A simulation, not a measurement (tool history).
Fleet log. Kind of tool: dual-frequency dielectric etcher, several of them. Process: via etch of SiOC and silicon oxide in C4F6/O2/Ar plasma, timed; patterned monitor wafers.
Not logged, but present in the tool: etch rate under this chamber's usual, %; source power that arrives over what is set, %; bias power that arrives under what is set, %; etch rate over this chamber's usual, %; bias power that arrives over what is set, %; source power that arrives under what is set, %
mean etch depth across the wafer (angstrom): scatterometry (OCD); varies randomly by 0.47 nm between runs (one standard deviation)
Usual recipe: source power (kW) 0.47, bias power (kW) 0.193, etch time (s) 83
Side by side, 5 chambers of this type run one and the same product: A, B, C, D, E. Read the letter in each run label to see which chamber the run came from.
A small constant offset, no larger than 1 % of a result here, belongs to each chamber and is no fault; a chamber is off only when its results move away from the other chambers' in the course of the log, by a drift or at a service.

run,hour,source power (kW),bias power (kW),etch time (s),hours since the last wet clean,hours since the last source power generator calibration,hours since the last bias power generator calibration,"read-back reference wafer on the same gauge, depth_nm",mean etch depth across the wafer (angstrom)
1E,12.4,0.47,0.193,83,89.4,1106.4,630.3,84.972,1009.5
# hour 20.3: chamber D: bias power generator calibrated
2B,25.1,0.47,0.193,83,357.2,3379.2,231.3,84.966,1017.2
3A,32,0.47,0.193,83,208.6,1686.6,1565.2,85.025,1019.8
4D,46.1,0.47,0.193,83,120.2,1736.2,25.9,85.004,1011.8
# hour 51.8: chamber C: wet clean of the chamber
5C,59,0.54,0.193,83,7.3,3074.6,318.1,84.848,1078.5
6A,68.2,0.54,0.193,83,244.8,1722.8,1601.4,85.041,1072.8
7E,76.6,0.54,0.193,83,153.6,1170.6,694.5,85.026,1059.9
8D,87.5,0.54,0.193,83,161.6,1777.6,67.3,85.068,1077.3
9B,99.5,0.54,0.193,83,431.6,3453.6,305.7,84.939,1075.7
10C,113.9,0.55,0.193,94,62.2,3129.5,373,85.034,1233.5
11D,122.6,0.55,0.193,94,196.7,1812.7,102.4,85.052,1233.5
12A,134.2,0.55,0.193,94,310.8,1788.8,1667.4,84.936,1224.1
13C,148.3,0.55,0.193,94,96.6,3163.9,407.4,85.061,1221.7
# hour 148.4: chamber B: wet clean of the chamber
14E,155.4,0.55,0.193,94,232.4,1249.4,773.3,84.943,1228
15B,164.4,0.47,0.193,83,16.1,3518.5,370.6,84.905,1026.2
16A,172.1,0.58,0.193,93,348.7,1826.7,1705.3,84.96,1225.2
17E,179.6,0.58,0.193,93,256.6,1273.6,797.5,84.945,1226.8
18C,188.8,0.58,0.193,93,137.1,3204.4,447.9,85.134,1232.1
19B,197.6,0.58,0.193,93,49.3,3551.7,403.8,84.98,1235.8
20D,209.9,0.58,0.193,93,284,1900,189.7,85.022,1242.6
21B,219.8,0.47,0.193,83,71.5,3573.9,426,84.966,1033.6
22D,229.1,0.54,0.237,83,303.2,1919.2,208.9,85.059,1147.2
23E,240.9,0.54,0.237,83,317.9,1334.9,858.8,85.054,1143.8
24A,251.6,0.54,0.237,83,428.2,1906.2,1784.8,85.001,1120.2
25C,265.6,0.54,0.237,83,213.9,3281.2,524.7,85.08,1150.4
26D,277.8,0.54,0.237,83,351.9,1967.9,257.6,85.024,1156.4
27B,288.9,0.47,0.193,83,140.6,3643,495.1,84.9,1025
# hour 292.3: chamber D: wet clean of the chamber
28A,302.8,0.47,0.193,83,479.4,1957.4,1836,84.933,977.84
29C,315.2,0.47,0.193,83,263.5,3330.8,574.3,85.01,1022.7
30E,323.5,0.47,0.193,83,400.5,1417.5,941.4,84.979,1008.4
31E,336.4,0.47,0.193,83,413.4,1430.4,954.3,84.991,1010.4
32C,347.8,0.47,0.193,83,296.1,3363.4,606.9,84.971,1016
# hour 357.1: chamber E: wet clean of the chamber
33B,361.9,0.47,0.193,83,213.6,3716,568.1,84.958,1016.8
34A,372,0.47,0.23,104,548.6,2026.6,1905.2,85.04,1277.5
35D,383.7,0.47,0.23,104,91.4,2073.8,363.5,84.943,1355.2
36D,390.2,0.47,0.23,104,97.9,2080.3,370,84.987,1353.7
37E,397.3,0.47,0.23,104,40.3,1491.3,1015.2,85.065,1343.4
38A,403.6,0.47,0.23,104,580.2,2058.2,1936.8,85.053,1283.1

Decide between three cases: one chamber stands off from its peers, the gauge reading all wafers drifts, or nothing is wrong past each chamber's small offset. Where a chamber is off, say which and what most likely put it there.

It is chamber A that slowly wanders off from its peers.
What lies behind it: etch rate under this chamber's usual, % = 5.21.

Which of the 4 candidates below, each the usual settings with something changed and its results left as question marks, puts chamber A back in line with what the other chambers give on the usual settings?
A result is in line if it is within this distance of the other chambers' mean on the usual settings: mean etch depth across the wafer (angstrom) 16
39A-1,413.9,0.47,0.193,81.5,,,,,?
39A-2,413.9,0.48,0.197,83,,,,,?
39A-3,413.9,0.47,0.227,83,,,,,?
39A-4,413.9,0.4,0.193,83,,,,,?

Mean of the other chambers on the usual settings: mean etch depth across the wafer (angstrom) 1018.1
run,mean etch depth across the wafer (angstrom)
39A-1,943.55
39A-2,975.22
39A-3,1013.2
39A-4,902.64
It is 39A-3 that realigns the chamber with its peers.

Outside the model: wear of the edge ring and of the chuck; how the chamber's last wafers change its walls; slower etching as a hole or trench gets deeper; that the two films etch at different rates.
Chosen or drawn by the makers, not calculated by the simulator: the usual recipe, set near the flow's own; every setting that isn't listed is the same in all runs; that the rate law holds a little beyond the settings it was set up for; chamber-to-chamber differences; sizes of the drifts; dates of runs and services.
